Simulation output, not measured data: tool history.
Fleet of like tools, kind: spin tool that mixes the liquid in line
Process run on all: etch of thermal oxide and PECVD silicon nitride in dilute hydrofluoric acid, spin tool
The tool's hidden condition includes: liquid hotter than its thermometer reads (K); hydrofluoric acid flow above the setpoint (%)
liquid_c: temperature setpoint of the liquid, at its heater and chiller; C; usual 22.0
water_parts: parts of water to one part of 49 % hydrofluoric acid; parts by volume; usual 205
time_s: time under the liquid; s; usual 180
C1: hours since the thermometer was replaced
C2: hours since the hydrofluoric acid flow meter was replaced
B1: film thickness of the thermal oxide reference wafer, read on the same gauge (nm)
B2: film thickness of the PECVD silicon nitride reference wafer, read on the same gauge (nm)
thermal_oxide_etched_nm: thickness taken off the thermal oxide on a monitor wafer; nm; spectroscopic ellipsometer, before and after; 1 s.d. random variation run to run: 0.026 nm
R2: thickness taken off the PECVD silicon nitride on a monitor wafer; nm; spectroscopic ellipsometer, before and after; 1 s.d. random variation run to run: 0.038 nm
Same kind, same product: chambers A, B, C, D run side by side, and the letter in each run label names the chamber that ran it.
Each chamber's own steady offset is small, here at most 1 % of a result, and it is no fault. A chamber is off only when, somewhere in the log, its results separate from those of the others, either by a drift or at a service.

{"run": "1A", "day": 0.508, "liquid_c": 22.0, "water_parts": 205, "time_s": 180, "C1": 67.2, "C2": 128.9, "B1": 129.98, "B2": 109.98, "thermal_oxide_etched_nm": 3.324, "R2": 3.0679}
{"run": "2B", "day": 0.975, "liquid_c": 22.0, "water_parts": 205, "time_s": 180, "C1": 539.6, "C2": 883.4, "B1": 129.99, "B2": 110.01, "thermal_oxide_etched_nm": 3.3912, "R2": 3.067}
{"run": "3D", "day": 1.454, "liquid_c": 22.0, "water_parts": 205, "time_s": 180, "C1": 347.5, "C2": 887.3, "B1": 129.99, "B2": 110.02, "thermal_oxide_etched_nm": 3.394, "R2": 3.0796}
{"run": "4C", "day": 2.0, "liquid_c": 22.0, "water_parts": 205, "time_s": 180, "C1": 1175.4, "C2": 1450.5, "B1": 129.99, "B2": 110.0, "thermal_oxide_etched_nm": 3.3857, "R2": 3.0655}
{"run": "5B", "day": 2.417, "liquid_c": 22.0, "water_parts": 205, "time_s": 180, "C1": 574.2, "C2": 918.0, "B1": 130.0, "B2": 109.99, "thermal_oxide_etched_nm": 3.3574, "R2": 3.081}
{"run": "6A", "day": 2.796, "liquid_c": 22.0, "water_parts": 205, "time_s": 180, "C1": 122.1, "C2": 183.8, "B1": 129.99, "B2": 109.98, "thermal_oxide_etched_nm": 3.3097, "R2": 3.0994}
{"run": "7C", "day": 3.35, "liquid_c": 22.0, "water_parts": 205, "time_s": 180, "C1": 1207.8, "C2": 1482.9, "B1": 129.97, "B2": 110.02, "thermal_oxide_etched_nm": 3.4045, "R2": 3.0878}
{"run": "8D", "day": 3.762, "liquid_c": 22.0, "water_parts": 205, "time_s": 135, "C1": 402.9, "C2": 942.7, "B1": 130.01, "B2": 109.97, "thermal_oxide_etched_nm": 2.504, "R2": 2.3301}
{"run": "9D", "day": 4.288, "liquid_c": 22.0, "water_parts": 205, "time_s": 135, "C1": 415.5, "C2": 955.3, "B1": 130.01, "B2": 110.04, "thermal_oxide_etched_nm": 2.4945, "R2": 2.2932}
{"run": "10C", "day": 4.533, "liquid_c": 22.0, "water_parts": 205, "time_s": 135, "C1": 1236.2, "C2": 1511.3, "B1": 129.99, "B2": 110.02, "thermal_oxide_etched_nm": 2.5355, "R2": 2.2483}
{"run": "11B", "day": 5.025, "liquid_c": 22.0, "water_parts": 205, "time_s": 135, "C1": 636.8, "C2": 980.6, "B1": 130.01, "B2": 109.95, "thermal_oxide_etched_nm": 2.5234, "R2": 2.2859}
{"run": "12A", "day": 5.383, "liquid_c": 22.0, "water_parts": 205, "time_s": 180, "C1": 184.2, "C2": 245.9, "B1": 130.01, "B2": 110.03, "thermal_oxide_etched_nm": 3.3343, "R2": 3.0501}
{"run": "13C", "day": 5.825, "liquid_c": 22.0, "water_parts": 205, "time_s": 180, "C1": 1267.2, "C2": 1542.3, "B1": 130.03, "B2": 109.98, "thermal_oxide_etched_nm": 3.3962, "R2": 3.0605}
{"run": "14A", "day": 6.079, "liquid_c": 22.0, "water_parts": 205, "time_s": 180, "C1": 200.9, "C2": 262.6, "B1": 129.95, "B2": 109.99, "thermal_oxide_etched_nm": 3.3433, "R2": 3.1039}
{"run": "15D", "day": 6.454, "liquid_c": 18.5, "water_parts": 205, "time_s": 130, "C1": 467.5, "C2": 1007.3, "B1": 130.01, "B2": 109.98, "thermal_oxide_etched_nm": 2.1286, "R2": 1.7693}
{"run": "16B", "day": 6.95, "liquid_c": 18.5, "water_parts": 205, "time_s": 130, "C1": 683.0, "C2": 1026.8, "B1": 130.01, "B2": 110.02, "thermal_oxide_etched_nm": 2.1255, "R2": 1.7419}
{"run": "17C", "day": 7.2, "liquid_c": 18.5, "water_parts": 205, "time_s": 130, "C1": 1300.2, "C2": 1575.3, "B1": 130.07, "B2": 110.01, "thermal_oxide_etched_nm": 2.1417, "R2": 1.716}
{"run": "18D", "day": 7.6, "liquid_c": 18.5, "water_parts": 205, "time_s": 130, "C1": 495.0, "C2": 1034.8, "B1": 129.97, "B2": 109.98, "thermal_oxide_etched_nm": 2.1022, "R2": 1.7535}
{"run": "19B", "day": 7.979, "liquid_c": 17.5, "water_parts": 205, "time_s": 230, "C1": 707.7, "C2": 1051.5, "B1": 130.04, "B2": 110.04, "thermal_oxide_etched_nm": 3.6372, "R2": 2.893}
{"day": 8.35, "done": "chamber B: thermometer replaced"}
{"run": "20A", "day": 8.392, "liquid_c": 17.5, "water_parts": 205, "time_s": 230, "C1": 256.4, "C2": 318.1, "B1": 130.01, "B2": 109.97, "thermal_oxide_etched_nm": 3.5224, "R2": 2.9127}
{"run": "21A", "day": 8.946, "liquid_c": 17.5, "water_parts": 205, "time_s": 230, "C1": 269.7, "C2": 331.4, "B1": 130.01, "B2": 110.02, "thermal_oxide_etched_nm": 3.5569, "R2": 2.8669}
{"run": "22C", "day": 9.312, "liquid_c": 17.5, "water_parts": 205, "time_s": 230, "C1": 1350.9, "C2": 1626.0, "B1": 130.04, "B2": 110.0, "thermal_oxide_etched_nm": 3.6238, "R2": 2.9051}
{"run": "23D", "day": 9.662, "liquid_c": 22.0, "water_parts": 205, "time_s": 180, "C1": 544.5, "C2": 1084.3, "B1": 129.98, "B2": 110.01, "thermal_oxide_etched_nm": 3.3743, "R2": 3.0918}
{"run": "24B", "day": 10.079, "liquid_c": 22.0, "water_parts": 205, "time_s": 180, "C1": 41.5, "C2": 1101.9, "B1": 129.98, "B2": 109.95, "thermal_oxide_etched_nm": 3.3322, "R2": 3.0482}
{"run": "25B", "day": 10.483, "liquid_c": 22.0, "water_parts": 205, "time_s": 180, "C1": 51.2, "C2": 1111.6, "B1": 130.04, "B2": 109.99, "thermal_oxide_etched_nm": 3.3936, "R2": 2.9864}
{"run": "26A", "day": 10.971, "liquid_c": 22.0, "water_parts": 205, "time_s": 180, "C1": 318.3, "C2": 380.0, "B1": 129.97, "B2": 109.97, "thermal_oxide_etched_nm": 3.3589, "R2": 3.0978}
{"run": "27C", "day": 11.396, "liquid_c": 22.0, "water_parts": 205, "time_s": 180, "C1": 1400.9, "C2": 1676.0, "B1": 130.03, "B2": 109.98, "thermal_oxide_etched_nm": 3.3694, "R2": 3.0551}
{"run": "28D", "day": 11.662, "liquid_c": 22.0, "water_parts": 205, "time_s": 180, "C1": 592.5, "C2": 1132.3, "B1": 129.98, "B2": 110.02, "thermal_oxide_etched_nm": 3.3501, "R2": 3.0627}
{"run": "29A", "day": 12.179, "liquid_c": 22.0, "water_parts": 205, "time_s": 180, "C1": 347.3, "C2": 409.0, "B1": 130.01, "B2": 109.97, "thermal_oxide_etched_nm": 3.3652, "R2": 3.09}
{"run": "30B", "day": 12.712, "liquid_c": 22.0, "water_parts": 205, "time_s": 180, "C1": 104.7, "C2": 1165.1, "B1": 129.97, "B2": 109.99, "thermal_oxide_etched_nm": 3.3288, "R2": 2.993}
{"run": "31D", "day": 13.054, "liquid_c": 22.0, "water_parts": 205, "time_s": 180, "C1": 625.9, "C2": 1165.7, "B1": 129.99, "B2": 110.0, "thermal_oxide_etched_nm": 3.3707, "R2": 3.1225}
{"run": "32C", "day": 13.408, "liquid_c": 22.0, "water_parts": 205, "time_s": 180, "C1": 1449.2, "C2": 1724.3, "B1": 129.99, "B2": 110.01, "thermal_oxide_etched_nm": 3.413, "R2": 3.0964}
{"run": "33A", "day": 13.788, "liquid_c": 22.0, "water_parts": 205, "time_s": 180, "C1": 385.9, "C2": 447.6, "B1": 129.99, "B2": 109.97, "thermal_oxide_etched_nm": 3.3955, "R2": 3.0564}
{"run": "34D", "day": 14.246, "liquid_c": 22.0, "water_parts": 205, "time_s": 180, "C1": 654.5, "C2": 1194.3, "B1": 130.0, "B2": 109.97, "thermal_oxide_etched_nm": 3.3566, "R2": 3.094}
{"run": "35B", "day": 14.779, "liquid_c": 22.0, "water_parts": 205, "time_s": 180, "C1": 154.3, "C2": 1214.7, "B1": 129.98, "B2": 110.01, "thermal_oxide_etched_nm": 3.3931, "R2": 3.055}
{"run": "36C", "day": 15.179, "liquid_c": 22.0, "water_parts": 205, "time_s": 180, "C1": 1491.7, "C2": 1766.8, "B1": 129.99, "B2": 110.05, "thermal_oxide_etched_nm": 3.384, "R2": 3.0628}
{"run": "37B", "day": 15.721, "liquid_c": 22.0, "water_parts": 205, "time_s": 180, "C1": 176.9, "C2": 1237.3, "B1": 130.01, "B2": 110.02, "thermal_oxide_etched_nm": 3.3584, "R2": 3.0633}
{"run": "38A", "day": 16.267, "liquid_c": 22.0, "water_parts": 205, "time_s": 180, "C1": 445.4, "C2": 507.1, "B1": 129.99, "B2": 110.0, "thermal_oxide_etched_nm": 3.3787, "R2": 3.0015}
{"day": 16.392, "done": "chamber D: thermometer replaced"}
{"run": "39D", "day": 16.55, "liquid_c": 22.0, "water_parts": 280, "time_s": 135, "C1": 3.8, "C2": 1249.6, "B1": 130.02, "B2": 110.02, "thermal_oxide_etched_nm": 1.6989, "R2": 1.6561}
{"run": "40C", "day": 16.842, "liquid_c": 22.0, "water_parts": 280, "time_s": 135, "C1": 1531.6, "C2": 1806.7, "B1": 130.0, "B2": 109.94, "thermal_oxide_etched_nm": 1.7395, "R2": 1.6934}

All 4 chambers run these settings next. Forecast each chamber's results:
{"run": "41A", "day": 17.246, "liquid_c": 22.0, "water_parts": 205, "time_s": 180, "thermal_oxide_etched_nm": "?", "R2": "?"}
{"run": "41B", "day": 17.246, "liquid_c": 22.0, "water_parts": 205, "time_s": 180, "thermal_oxide_etched_nm": "?", "R2": "?"}
{"run": "41C", "day": 17.246, "liquid_c": 22.0, "water_parts": 205, "time_s": 180, "thermal_oxide_etched_nm": "?", "R2": "?"}
{"run": "41D", "day": 17.246, "liquid_c": 22.0, "water_parts": 205, "time_s": 180, "thermal_oxide_etched_nm": "?", "R2": "?"}

run=41A thermal_oxide_etched_nm=3.3592 R2=3.1089
run=41B thermal_oxide_etched_nm=3.3347 R2=3.0036
run=41C thermal_oxide_etched_nm=3.4002 R2=3.0650
run=41D thermal_oxide_etched_nm=3.3499 R2=3.0182
